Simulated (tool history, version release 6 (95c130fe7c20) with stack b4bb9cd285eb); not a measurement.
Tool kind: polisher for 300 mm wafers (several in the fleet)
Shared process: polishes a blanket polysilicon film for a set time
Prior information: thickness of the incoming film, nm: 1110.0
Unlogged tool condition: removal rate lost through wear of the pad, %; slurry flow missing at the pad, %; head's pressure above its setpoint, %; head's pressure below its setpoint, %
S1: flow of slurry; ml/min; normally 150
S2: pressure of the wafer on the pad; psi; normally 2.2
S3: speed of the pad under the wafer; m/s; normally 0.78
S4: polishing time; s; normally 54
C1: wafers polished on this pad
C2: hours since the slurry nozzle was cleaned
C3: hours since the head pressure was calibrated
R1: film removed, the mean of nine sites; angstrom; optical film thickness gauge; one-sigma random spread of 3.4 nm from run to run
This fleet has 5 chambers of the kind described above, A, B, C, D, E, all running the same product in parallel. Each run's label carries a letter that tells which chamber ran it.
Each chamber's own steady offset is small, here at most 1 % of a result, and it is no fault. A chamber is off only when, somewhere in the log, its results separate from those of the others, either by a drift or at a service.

run,hour,S1,S2,S3,S4,C1,C2,C3,R1
1B,13.2,150,2.2,0.78,54,682,837.1,820.6,2565.7
# hour 19.2: chamber B: slurry nozzle cleaned
2E,27.5,150,2.2,0.78,54,1047,306.7,142.8,2575.5
# hour 40.6: chamber E: worn pad replaced by a new one
3D,42.9,150,2.2,0.78,54,1256,61.1,97.9,2540.7
# hour 54: chamber C: worn pad replaced by a new one
4A,54.4,150,2.2,0.78,54,1283,133.4,577.2,2532.6
# hour 54.6: chamber A: worn pad replaced by a new one
# hour 60.1: chamber D: worn pad replaced by a new one
5C,61.2,150,2.2,0.78,54,87,352.4,1279.2,2536.6
# hour 63.4: chamber B: worn pad replaced by a new one
6A,69.3,150,2.2,0.78,54,179,148.3,592.1,2505.7
7E,78.9,150,2.2,0.52,63,466,358.1,194.2,2022
8D,89,150,2.2,0.52,63,352,107.2,144,1986
9C,103.9,150,2.2,0.52,63,607,395.1,1321.9,1971.6
10B,116.5,150,2.2,0.52,63,646,97.4,923.9,1969.4
# hour 123.1: chamber E: slurry nozzle cleaned
11C,125.5,150,2.2,0.52,63,870,416.7,1343.5,1969.5
# hour 129.5: chamber C: worn pad replaced by a new one
12D,136.3,150,2.2,0.78,54,927,154.5,191.3,2598.6
# hour 139.4: chamber E: worn pad replaced by a new one
13E,144.4,150,2.2,0.78,54,61,21.3,259.7,2528.6
# hour 144.5: chamber A: head pressure recalibrated
14A,155.3,150,2.2,0.78,54,1225,234.3,10.9,2492.6
# hour 163: chamber A: worn pad replaced by a new one
15B,163,150,2.2,0.78,54,1211,143.9,970.4,2509.9
16A,172.2,150,2.2,0.78,54,112,251.2,27.8,2551.1
# hour 179.3: chamber B: worn pad replaced by a new one
# hour 180.6: chamber D: worn pad replaced by a new one
17D,187.5,150,2.2,0.96,54,84,205.7,242.5,3158.9
18C,194.3,150,2.2,0.96,54,788,485.5,1412.3,3148.3
19B,201.2,150,2.2,0.96,54,266,182.1,1008.6,3061.7
# hour 201.9: chamber C: worn pad replaced by a new one
# hour 204.2: chamber B: head pressure recalibrated
# hour 209.4: chamber C: head pressure recalibrated
20E,214,150,2.2,0.96,54,907,90.9,329.3,3183.8
21E,221.5,150,2.2,0.96,54,999,98.4,336.8,3159
22D,232.1,150,2.2,0.78,54,626,250.3,287.1,2569.4
# hour 233.4: chamber D: slurry nozzle cleaned
# hour 240.5: chamber E: worn pad replaced by a new one
23B,243.7,150,2.2,0.78,54,783,224.6,39.5,2491.1
24C,256.3,150,2.2,0.78,54,662,547.5,47,2331.6
25A,264.6,130,1.5,0.78,54,1236,343.6,120.2,1678
# hour 274.8: chamber A: worn pad replaced by a new one
26D,276,130,1.5,0.78,54,1160,42.6,331,1717.2
# hour 281.4: chamber C: worn pad replaced by a new one
27E,287.9,130,1.5,0.78,54,577,164.8,403.2,1715.8
# hour 290.4: chamber D: worn pad replaced by a new one
28C,303.3,130,1.5,0.78,54,267,594.5,94,1537.4
# hour 304.4: chamber B: worn pad replaced by a new one
29A,317.7,130,1.5,0.78,54,522,396.7,173.3,1643.7
30B,326.7,150,2.2,0.78,54,271,307.6,122.5,2557.9
31B,333.8,150,2.2,0.56,54,357,314.7,129.6,1832.9
# hour 343.8: chamber E: worn pad replaced by a new one
32A,348.7,150,2.2,0.56,54,899,427.7,204.3,1854.3
33D,363.1,150,2.2,0.56,54,884,129.7,418.1,1834.3
34E,377.9,150,2.2,0.56,54,415,254.8,493.2,1909.3

Next, all 5 chambers run the settings below, one line each with question marks for the results. What does each chamber give?
35A,389,150,1.9,0.78,54,,,,?
35B,389,150,1.9,0.78,54,,,,?
35C,389,150,1.9,0.78,54,,,,?
35D,389,150,1.9,0.78,54,,,,?
35E,389,150,1.9,0.78,54,,,,?

run,R1
35A,2146.2
35B,2207.6
35C,2002.8
35D,2202.5
35E,2214.8
